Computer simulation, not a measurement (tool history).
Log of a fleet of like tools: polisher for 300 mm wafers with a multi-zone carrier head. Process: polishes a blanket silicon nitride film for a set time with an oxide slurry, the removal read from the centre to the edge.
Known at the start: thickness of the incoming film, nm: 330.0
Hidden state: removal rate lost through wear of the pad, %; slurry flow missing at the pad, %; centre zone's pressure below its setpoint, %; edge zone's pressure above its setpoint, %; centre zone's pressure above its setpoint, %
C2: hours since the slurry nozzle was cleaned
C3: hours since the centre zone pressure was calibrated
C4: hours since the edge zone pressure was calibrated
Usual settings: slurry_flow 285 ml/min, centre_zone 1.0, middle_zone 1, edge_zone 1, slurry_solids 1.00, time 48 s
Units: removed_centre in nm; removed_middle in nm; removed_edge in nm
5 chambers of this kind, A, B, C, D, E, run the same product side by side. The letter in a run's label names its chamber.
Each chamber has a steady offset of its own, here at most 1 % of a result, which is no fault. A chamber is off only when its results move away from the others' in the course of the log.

{"run": "1E", "hour": 4.5, "slurry_flow": 285, "centre_zone": 1.0, "middle_zone": 1, "edge_zone": 1, "slurry_solids": 1.0, "time": 48, "wafers polished on this pad": 133, "C2": 460.4, "C3": 283.5, "C4": 683.0, "removed_centre": 23.268, "removed_middle": 23.121, "removed_edge": 23.544}
{"run": "2A", "hour": 8.4, "slurry_flow": 285, "centre_zone": 1.0, "middle_zone": 1, "edge_zone": 1, "slurry_solids": 1.0, "time": 48, "wafers polished on this pad": 820, "C2": 113.0, "C3": 1137.1, "C4": 505.7, "removed_centre": 22.994, "removed_middle": 23.378, "removed_edge": 23.177}
{"run": "3B", "hour": 11.6, "slurry_flow": 285, "centre_zone": 1.0, "middle_zone": 1, "edge_zone": 1, "slurry_solids": 1.0, "time": 48, "wafers polished on this pad": 658, "C2": 120.6, "C3": 942.8, "C4": 458.8, "removed_centre": 23.508, "removed_middle": 23.183, "removed_edge": 23.694}
{"run": "4C", "hour": 17.7, "slurry_flow": 285, "centre_zone": 1.0, "middle_zone": 1, "edge_zone": 1, "slurry_solids": 1.0, "time": 48, "wafers polished on this pad": 255, "C2": 327.7, "C3": 347.4, "C4": 133.3, "removed_centre": 23.261, "removed_middle": 22.959, "removed_edge": 23.763}
{"run": "5D", "hour": 22.7, "slurry_flow": 285, "centre_zone": 1.0, "middle_zone": 1, "edge_zone": 1, "slurry_solids": 1.0, "time": 48, "wafers polished on this pad": 288, "C2": 461.6, "C3": 1007.3, "C4": 895.9, "removed_centre": 23.21, "removed_middle": 23.34, "removed_edge": 22.37}
{"hour": 24.9, "done": "chamber B: worn pad replaced by a new one"}
{"run": "6B", "hour": 27.6, "slurry_flow": 285, "centre_zone": 1.0, "middle_zone": 1, "edge_zone": 1, "slurry_solids": 1.0, "time": 48, "wafers polished on this pad": 22, "C2": 136.6, "C3": 958.8, "C4": 474.8, "removed_centre": 23.501, "removed_middle": 23.574, "removed_edge": 23.038}
{"hour": 28.2, "done": "chamber D: slurry nozzle cleaned"}
{"run": "7E", "hour": 33.2, "slurry_flow": 345, "centre_zone": 1.0, "middle_zone": 1, "edge_zone": 1, "slurry_solids": 1.25, "time": 48, "wafers polished on this pad": 373, "C2": 489.1, "C3": 312.2, "C4": 711.7, "removed_centre": 26.443, "removed_middle": 25.636, "removed_edge": 26.281}
{"hour": 33.6, "done": "chamber A: worn pad replaced by a new one"}
{"run": "8C", "hour": 37.5, "slurry_flow": 345, "centre_zone": 1.0, "middle_zone": 1, "edge_zone": 1, "slurry_solids": 1.25, "time": 48, "wafers polished on this pad": 421, "C2": 347.5, "C3": 367.2, "C4": 153.1, "removed_centre": 26.117, "removed_middle": 25.803, "removed_edge": 25.953}
{"run": "9D", "hour": 40.6, "slurry_flow": 345, "centre_zone": 1.0, "middle_zone": 1, "edge_zone": 1, "slurry_solids": 1.25, "time": 48, "wafers polished on this pad": 438, "C2": 12.4, "C3": 1025.2, "C4": 913.8, "removed_centre": 25.677, "removed_middle": 26.44, "removed_edge": 25.871}
{"run": "10A", "hour": 45.0, "slurry_flow": 345, "centre_zone": 1.0, "middle_zone": 1, "edge_zone": 1, "slurry_solids": 1.25, "time": 48, "wafers polished on this pad": 95, "C2": 149.6, "C3": 1173.7, "C4": 542.3, "removed_centre": 25.562, "removed_middle": 26.225, "removed_edge": 25.817}
{"run": "11E", "hour": 48.8, "slurry_flow": 345, "centre_zone": 1.0, "middle_zone": 1, "edge_zone": 1, "slurry_solids": 1.25, "time": 48, "wafers polished on this pad": 504, "C2": 504.7, "C3": 327.8, "C4": 727.3, "removed_centre": 25.857, "removed_middle": 26.095, "removed_edge": 25.803}
{"run": "12D", "hour": 53.6, "slurry_flow": 285, "centre_zone": 1.0, "middle_zone": 1, "edge_zone": 1, "slurry_solids": 1.0, "time": 48, "wafers polished on this pad": 546, "C2": 25.4, "C3": 1038.2, "C4": 926.8, "removed_centre": 23.021, "removed_middle": 23.403, "removed_edge": 22.81}
{"hour": 54.0, "done": "chamber E: slurry nozzle cleaned"}
{"run": "13C", "hour": 59.0, "slurry_flow": 285, "centre_zone": 1.0, "middle_zone": 1, "edge_zone": 1, "slurry_solids": 1.0, "time": 48, "wafers polished on this pad": 600, "C2": 369.0, "C3": 388.7, "C4": 174.6, "removed_centre": 23.422, "removed_middle": 22.855, "removed_edge": 23.19}
{"run": "14B", "hour": 63.5, "slurry_flow": 285, "centre_zone": 1.0, "middle_zone": 1, "edge_zone": 1, "slurry_solids": 1.0, "time": 48, "wafers polished on this pad": 322, "C2": 172.5, "C3": 994.7, "C4": 510.7, "removed_centre": 23.197, "removed_middle": 22.732, "removed_edge": 23.193}
{"run": "15A", "hour": 67.8, "slurry_flow": 285, "centre_zone": 1.0, "middle_zone": 1, "edge_zone": 1, "slurry_solids": 1.0, "time": 48, "wafers polished on this pad": 286, "C2": 172.4, "C3": 1196.5, "C4": 565.1, "removed_centre": 22.749, "removed_middle": 23.392, "removed_edge": 23.0}
{"run": "16A", "hour": 71.5, "slurry_flow": 285, "centre_zone": 1.0, "middle_zone": 1, "edge_zone": 1, "slurry_solids": 0.85, "time": 48, "wafers polished on this pad": 316, "C2": 176.1, "C3": 1200.2, "C4": 568.8, "removed_centre": 20.963, "removed_middle": 21.443, "removed_edge": 21.398}
{"hour": 73.4, "done": "chamber A: centre zone pressure recalibrated"}
{"run": "17D", "hour": 74.7, "slurry_flow": 285, "centre_zone": 1.0, "middle_zone": 1, "edge_zone": 1, "slurry_solids": 0.85, "time": 48, "wafers polished on this pad": 722, "C2": 46.5, "C3": 1059.3, "C4": 947.9, "removed_centre": 21.142, "removed_middle": 21.512, "removed_edge": 21.282}
{"run": "18E", "hour": 80.2, "slurry_flow": 285, "centre_zone": 1.0, "middle_zone": 1, "edge_zone": 1, "slurry_solids": 0.85, "time": 48, "wafers polished on this pad": 766, "C2": 26.2, "C3": 359.2, "C4": 758.7, "removed_centre": 21.354, "removed_middle": 21.498, "removed_edge": 21.774}
{"run": "19B", "hour": 84.7, "slurry_flow": 285, "centre_zone": 1.0, "middle_zone": 1, "edge_zone": 1, "slurry_solids": 0.85, "time": 48, "wafers polished on this pad": 499, "C2": 193.7, "C3": 1015.9, "C4": 531.9, "removed_centre": 21.507, "removed_middle": 21.617, "removed_edge": 21.508}
{"run": "20C", "hour": 90.1, "slurry_flow": 285, "centre_zone": 1.0, "middle_zone": 1, "edge_zone": 1, "slurry_solids": 0.85, "time": 48, "wafers polished on this pad": 860, "C2": 400.1, "C3": 419.8, "C4": 205.7, "removed_centre": 21.414, "removed_middle": 21.362, "removed_edge": 21.758}
{"run": "21E", "hour": 94.1, "slurry_flow": 285, "centre_zone": 0.9, "middle_zone": 1, "edge_zone": 1, "slurry_solids": 1.0, "time": 40, "wafers polished on this pad": 882, "C2": 40.1, "C3": 373.1, "C4": 772.6, "removed_centre": 17.119, "removed_middle": 19.47, "removed_edge": 19.653}
{"hour": 96.4, "done": "chamber C: worn pad replaced by a new one"}
{"run": "22A", "hour": 99.1, "slurry_flow": 285, "centre_zone": 0.9, "middle_zone": 1, "edge_zone": 1, "slurry_solids": 1.0, "time": 40, "wafers polished on this pad": 547, "C2": 203.7, "C3": 25.7, "C4": 596.4, "removed_centre": 15.727, "removed_middle": 19.14, "removed_edge": 18.698}
{"hour": 102.4, "done": "chamber C: slurry nozzle cleaned"}
{"run": "23D", "hour": 105.3, "slurry_flow": 285, "centre_zone": 0.9, "middle_zone": 1, "edge_zone": 1, "slurry_solids": 1.0, "time": 40, "wafers polished on this pad": 978, "C2": 77.1, "C3": 1089.9, "C4": 978.5, "removed_centre": 17.04, "removed_middle": 18.952, "removed_edge": 18.912}
{"run": "24B", "hour": 108.7, "slurry_flow": 285, "centre_zone": 0.9, "middle_zone": 1, "edge_zone": 1, "slurry_solids": 1.0, "time": 40, "wafers polished on this pad": 700, "C2": 217.7, "C3": 1039.9, "C4": 555.9, "removed_centre": 17.359, "removed_middle": 18.968, "removed_edge": 19.453}
{"hour": 109.4, "done": "chamber B: worn pad replaced by a new one"}
{"run": "25C", "hour": 112.2, "slurry_flow": 285, "centre_zone": 0.9, "middle_zone": 1, "edge_zone": 1, "slurry_solids": 1.0, "time": 40, "wafers polished on this pad": 132, "C2": 9.9, "C3": 441.9, "C4": 227.8, "removed_centre": 17.317, "removed_middle": 19.224, "removed_edge": 19.795}
{"run": "26E", "hour": 115.6, "slurry_flow": 285, "centre_zone": 1.0, "middle_zone": 1, "edge_zone": 1, "slurry_solids": 1.0, "time": 48, "wafers polished on this pad": 1062, "C2": 61.6, "C3": 394.6, "C4": 794.1, "removed_centre": 23.407, "removed_middle": 23.494, "removed_edge": 23.048}
{"run": "27C", "hour": 118.6, "slurry_flow": 285, "centre_zone": 1.0, "middle_zone": 1, "edge_zone": 1, "slurry_solids": 1.0, "time": 48, "wafers polished on this pad": 186, "C2": 16.3, "C3": 448.3, "C4": 234.2, "removed_centre": 23.243, "removed_middle": 22.901, "removed_edge": 23.132}
{"run": "28A", "hour": 122.9, "slurry_flow": 285, "centre_zone": 1.0, "middle_zone": 1, "edge_zone": 1, "slurry_solids": 1.0, "time": 48, "wafers polished on this pad": 746, "C2": 227.5, "C3": 49.5, "C4": 620.2, "removed_centre": 20.959, "removed_middle": 22.869, "removed_edge": 23.182}
{"run": "29D", "hour": 126.3, "slurry_flow": 285, "centre_zone": 1.0, "middle_zone": 1, "edge_zone": 1, "slurry_solids": 1.0, "time": 55, "wafers polished on this pad": 1154, "C2": 98.1, "C3": 1110.9, "C4": 999.5, "removed_centre": 26.519, "removed_middle": 26.47, "removed_edge": 25.898}
{"run": "30B", "hour": 130.8, "slurry_flow": 285, "centre_zone": 1.0, "middle_zone": 1, "edge_zone": 1, "slurry_solids": 1.0, "time": 55, "wafers polished on this pad": 179, "C2": 239.8, "C3": 1062.0, "C4": 578.0, "removed_centre": 26.586, "removed_middle": 26.365, "removed_edge": 25.905}
{"run": "31A", "hour": 137.0, "slurry_flow": 285, "centre_zone": 1.0, "middle_zone": 1, "edge_zone": 1, "slurry_solids": 1.0, "time": 55, "wafers polished on this pad": 864, "C2": 241.6, "C3": 63.6, "C4": 634.3, "removed_centre": 24.214, "removed_middle": 26.386, "removed_edge": 26.361}
{"run": "32C", "hour": 139.8, "slurry_flow": 285, "centre_zone": 1.0, "middle_zone": 1, "edge_zone": 1, "slurry_solids": 1.0, "time": 55, "wafers polished on this pad": 363, "C2": 37.5, "C3": 469.5, "C4": 255.4, "removed_centre": 26.651, "removed_middle": 25.968, "removed_edge": 26.401}

Is one chamber off against the others, does the gauge drift, or is nothing wrong? If a chamber is off, say which, and what the likeliest cause is.

A service left chamber A off against the others.
Cause: centre zone's pressure below its setpoint, % = 7.12.

Here are 4 candidates for chamber A's next run, each the usual settings with a change, their results left as question marks. Which one brings its results back in line with what the others give on the usual settings?
In line means no further than this from the other chambers' mean on the usual settings: removed_centre 0.540 nm; removed_middle 0.900 nm; removed_edge 0.960 nm
{"run": "33A-1", "hour": 144.3, "slurry_flow": 285, "centre_zone": 0.97, "middle_zone": 1.01, "edge_zone": 1.01, "slurry_solids": 1.0, "time": 48, "removed_centre": "?", "removed_middle": "?", "removed_edge": "?"}
{"run": "33A-2", "hour": 144.3, "slurry_flow": 290, "centre_zone": 1.07, "middle_zone": 0.99, "edge_zone": 0.98, "slurry_solids": 1.0, "time": 49, "removed_centre": "?", "removed_middle": "?", "removed_edge": "?"}
{"run": "33A-3", "hour": 144.3, "slurry_flow": 280, "centre_zone": 0.94, "middle_zone": 1.01, "edge_zone": 1.02, "slurry_solids": 1.0, "time": 47, "removed_centre": "?", "removed_middle": "?", "removed_edge": "?"}
{"run": "33A-4", "hour": 144.3, "slurry_flow": 285, "centre_zone": 1.03, "middle_zone": 0.99, "edge_zone": 0.99, "slurry_solids": 1.0, "time": 48, "removed_centre": "?", "removed_middle": "?", "removed_edge": "?"}

The other chambers' mean on the usual settings: removed_centre 23.238 nm; removed_middle 23.170 nm; removed_edge 23.225 nm
run=33A-1 removed_centre=20.477 removed_middle=23.205 removed_edge=23.222
run=33A-2 removed_centre=23.367 removed_middle=23.290 removed_edge=23.367
run=33A-3 removed_centre=19.314 removed_middle=22.682 removed_edge=22.826
run=33A-4 removed_centre=21.896 removed_middle=22.779 removed_edge=22.982
33A-2 brings the chamber back in line.

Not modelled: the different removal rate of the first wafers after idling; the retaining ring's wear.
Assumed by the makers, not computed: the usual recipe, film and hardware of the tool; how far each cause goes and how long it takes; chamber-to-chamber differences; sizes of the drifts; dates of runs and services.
